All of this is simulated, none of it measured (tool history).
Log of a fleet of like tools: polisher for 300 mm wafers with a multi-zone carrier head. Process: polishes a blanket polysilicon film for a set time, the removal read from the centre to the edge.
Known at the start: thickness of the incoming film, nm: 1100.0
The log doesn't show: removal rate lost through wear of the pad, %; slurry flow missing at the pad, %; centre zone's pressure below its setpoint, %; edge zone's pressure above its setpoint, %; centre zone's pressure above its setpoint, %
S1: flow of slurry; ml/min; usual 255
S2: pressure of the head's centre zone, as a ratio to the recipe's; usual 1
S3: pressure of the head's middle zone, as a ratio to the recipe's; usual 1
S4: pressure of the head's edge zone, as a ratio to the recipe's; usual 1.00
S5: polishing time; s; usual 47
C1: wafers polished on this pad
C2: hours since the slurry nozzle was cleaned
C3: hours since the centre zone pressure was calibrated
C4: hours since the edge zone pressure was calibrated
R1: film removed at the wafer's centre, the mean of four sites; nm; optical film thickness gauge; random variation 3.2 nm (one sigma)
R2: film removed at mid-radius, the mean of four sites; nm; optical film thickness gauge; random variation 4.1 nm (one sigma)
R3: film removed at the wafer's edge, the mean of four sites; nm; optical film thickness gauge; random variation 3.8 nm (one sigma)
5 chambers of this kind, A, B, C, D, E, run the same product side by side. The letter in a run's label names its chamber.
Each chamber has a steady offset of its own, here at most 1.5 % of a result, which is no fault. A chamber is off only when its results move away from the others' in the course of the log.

-- hour=0.8 chamber D: edge zone pressure recalibrated
-- hour=8.1 chamber E: worn pad replaced by a new one
run 1B hour=9.7 | S1=255 S2=1 S3=1 S4=1.00 S5=47 | C1=968 C2=62.0 C3=297.3 C4=650.5 | R1=292.91 R2=296.94 R3=288.67
run 2E hour=17.6 | S1=255 S2=1 S3=1 S4=1.00 S5=47 | C1=86 C2=55.3 C3=287.3 C4=186.6 | R1=298.69 R2=289.83 R3=295.80
-- hour=21.5 chamber B: worn pad replaced by a new one
run 3C hour=26.0 | S1=255 S2=1 S3=1 S4=1.00 S5=47 | C1=639 C2=370.7 C3=256.4 C4=355.7 | R1=285.30 R2=289.62 R3=288.62
run 4D hour=31.5 | S1=255 S2=1 S3=1 S4=1.00 S5=47 | C1=1104 C2=731.2 C3=540.5 C4=30.7 | R1=287.73 R2=293.76 R3=288.39
run 5A hour=39.1 | S1=255 S2=1 S3=1 S4=1.00 S5=47 | C1=669 C2=640.7 C3=218.9 C4=460.7 | R1=289.66 R2=296.29 R3=291.52
-- hour=40.0 chamber B: edge zone pressure recalibrated
run 6B hour=45.9 | S1=255 S2=1 S3=1 S4=1.00 S5=47 | C1=221 C2=98.2 C3=333.5 C4=5.9 | R1=289.30 R2=294.79 R3=288.01
run 7A hour=54.0 | S1=255 S2=1 S3=1 S4=1.00 S5=47 | C1=804 C2=655.6 C3=233.8 C4=475.6 | R1=287.98 R2=298.32 R3=291.11
-- hour=58.5 chamber D: worn pad replaced by a new one
run 8D hour=62.4 | S1=255 S2=1 S3=1 S4=0.96 S5=47 | C1=36 C2=762.1 C3=571.4 C4=61.6 | R1=288.88 R2=302.44 R3=278.52
run 9C hour=66.8 | S1=255 S2=1 S3=1 S4=0.96 S5=47 | C1=1009 C2=411.5 C3=297.2 C4=396.5 | R1=290.03 R2=293.87 R3=280.04
run 10E hour=71.1 | S1=255 S2=1 S3=1 S4=0.96 S5=47 | C1=572 C2=108.8 C3=340.8 C4=240.1 | R1=296.39 R2=299.55 R3=289.12
run 11C hour=77.1 | S1=255 S2=1 S3=1 S4=0.96 S5=47 | C1=1103 C2=421.8 C3=307.5 C4=406.8 | R1=284.10 R2=287.14 R3=283.59
run 12B hour=82.9 | S1=255 S2=1 S3=1 S4=0.96 S5=47 | C1=557 C2=135.2 C3=370.5 C4=42.9 | R1=290.85 R2=293.44 R3=284.04
-- hour=88.8 chamber D: slurry nozzle cleaned
run 13D hour=89.3 | S1=255 S2=1 S3=1 S4=1.00 S5=47 | C1=280 C2=0.6 C3=598.3 C4=88.5 | R1=288.03 R2=286.98 R3=286.49
-- hour=93.5 chamber C: worn pad replaced by a new one
run 14E hour=94.6 | S1=255 S2=1 S3=1 S4=1.00 S5=47 | C1=785 C2=132.3 C3=364.3 C4=263.6 | R1=292.42 R2=287.79 R3=290.76
-- hour=97.4 chamber A: worn pad replaced by a new one
run 15A hour=102.4 | S1=255 S2=1 S3=1 S4=1.00 S5=47 | C1=45 C2=704.0 C3=282.2 C4=524.0 | R1=285.68 R2=289.62 R3=293.90
-- hour=105.8 chamber E: worn pad replaced by a new one
run 16B hour=111.9 | S1=255 S2=1 S3=1 S4=1.00 S5=47 | C1=821 C2=164.2 C3=399.5 C4=71.9 | R1=290.53 R2=289.67 R3=291.66
run 17D hour=118.9 | S1=255 S2=1 S3=1 S4=1.00 S5=47 | C1=549 C2=30.2 C3=627.9 C4=118.1 | R1=290.99 R2=291.15 R3=286.22
run 18C hour=126.6 | S1=255 S2=1 S3=1 S4=1.00 S5=47 | C1=301 C2=471.3 C3=357.0 C4=456.3 | R1=283.64 R2=297.34 R3=289.78
run 19A hour=133.2 | S1=255 S2=1 S3=1 S4=1.00 S5=47 | C1=325 C2=734.8 C3=313.0 C4=554.8 | R1=290.99 R2=295.69 R3=287.63
run 20E hour=140.2 | S1=255 S2=1 S3=1 S4=1.00 S5=47 | C1=313 C2=177.9 C3=409.9 C4=309.2 | R1=293.57 R2=288.92 R3=299.12
-- hour=141.2 chamber B: worn pad replaced by a new one
run 21C hour=147.0 | S1=255 S2=1 S3=1 S4=1.00 S5=47 | C1=486 C2=491.7 C3=377.4 C4=476.7 | R1=286.34 R2=279.96 R3=292.46
run 22A hour=153.6 | S1=255 S2=1 S3=1 S4=1.00 S5=47 | C1=510 C2=755.2 C3=333.4 C4=575.2 | R1=288.38 R2=293.15 R3=289.25
run 23B hour=162.5 | S1=255 S2=1 S3=1 S4=1.00 S5=54 | C1=193 C2=214.8 C3=450.1 C4=122.5 | R1=334.62 R2=333.87 R3=323.19
run 24D hour=169.9 | S1=255 S2=1 S3=1 S4=1.00 S5=54 | C1=1012 C2=81.2 C3=678.9 C4=169.1 | R1=330.84 R2=324.82 R3=336.88
run 25E hour=176.0 | S1=255 S2=1 S3=1 S4=1.00 S5=54 | C1=638 C2=213.7 C3=445.7 C4=345.0 | R1=335.96 R2=337.73 R3=336.23
run 26D hour=184.1 | S1=255 S2=1 S3=1 S4=1.00 S5=54 | C1=1141 C2=95.4 C3=693.1 C4=183.3 | R1=336.37 R2=338.86 R3=329.86
run 27A hour=190.3 | S1=255 S2=1 S3=1 S4=1.00 S5=54 | C1=843 C2=791.9 C3=370.1 C4=611.9 | R1=332.15 R2=328.94 R3=334.91
-- hour=190.6 chamber D: worn pad replaced by a new one
run 28B hour=198.3 | S1=255 S2=1 S3=1 S4=1.00 S5=61 | C1=518 C2=250.6 C3=485.9 C4=158.3 | R1=376.48 R2=370.67 R3=384.50
run 29C hour=203.2 | S1=255 S2=1 S3=1 S4=1.00 S5=61 | C1=996 C2=547.9 C3=433.6 C4=532.9 | R1=364.16 R2=374.21 R3=377.47
-- hour=206.4 chamber E: slurry nozzle cleaned
run 30E hour=208.8 | S1=255 S2=1 S3=1 S4=1.00 S5=61 | C1=935 C2=2.5 C3=478.5 C4=377.8 | R1=389.30 R2=387.18 R3=373.81
-- hour=209.1 chamber A: worn pad replaced by a new one
-- hour=212.4 chamber E: worn pad replaced by a new one
run 31A hour=213.8 | S1=255 S2=1 S3=1 S4=1.00 S5=61 | C1=43 C2=815.4 C3=393.6 C4=635.4 | R1=374.14 R2=394.31 R3=380.77
run 32C hour=222.5 | S1=255 S2=1 S3=1 S4=1.00 S5=61 | C1=1172 C2=567.2 C3=452.9 C4=552.2 | R1=374.65 R2=376.95 R3=381.96
run 33B hour=232.2 | S1=255 S2=1 S3=1 S4=1.00 S5=47 | C1=826 C2=284.5 C3=519.8 C4=192.2 | R1=288.83 R2=285.57 R3=286.88
run 34D hour=238.1 | S1=255 S2=1 S3=1 S4=1.00 S5=47 | C1=431 C2=149.4 C3=747.1 C4=237.3 | R1=294.43 R2=293.45 R3=284.38
-- hour=243.8 chamber C: worn pad replaced by a new one
run 35E hour=247.2 | S1=255 S2=1 S3=1 S4=1.00 S5=47 | C1=316 C2=40.9 C3=516.9 C4=416.2 | R1=296.90 R2=297.60 R3=293.01
run 36C hour=256.2 | S1=255 S2=1 S3=1 S4=1.00 S5=47 | C1=112 C2=600.9 C3=486.6 C4=585.9 | R1=287.49 R2=290.77 R3=290.64

All 5 chambers run these settings next. Forecast each chamber's results:
run 37A hour=263.2 | S1=255 S2=1 S3=1 S4=0.90 S5=47 | R1=? R2=? R3=?
run 37B hour=263.2 | S1=255 S2=1 S3=1 S4=0.90 S5=47 | R1=? R2=? R3=?
run 37C hour=263.2 | S1=255 S2=1 S3=1 S4=0.90 S5=47 | R1=? R2=? R3=?
run 37D hour=263.2 | S1=255 S2=1 S3=1 S4=0.90 S5=47 | R1=? R2=? R3=?
run 37E hour=263.2 | S1=255 S2=1 S3=1 S4=0.90 S5=47 | R1=? R2=? R3=?

run=37A R1=284.15 R2=296.92 R3=267.64
run=37B R1=292.38 R2=292.93 R3=276.83
run=37C R1=289.45 R2=288.05 R3=272.38
run=37D R1=285.42 R2=296.37 R3=271.65
run=37E R1=296.34 R2=292.64 R3=277.88
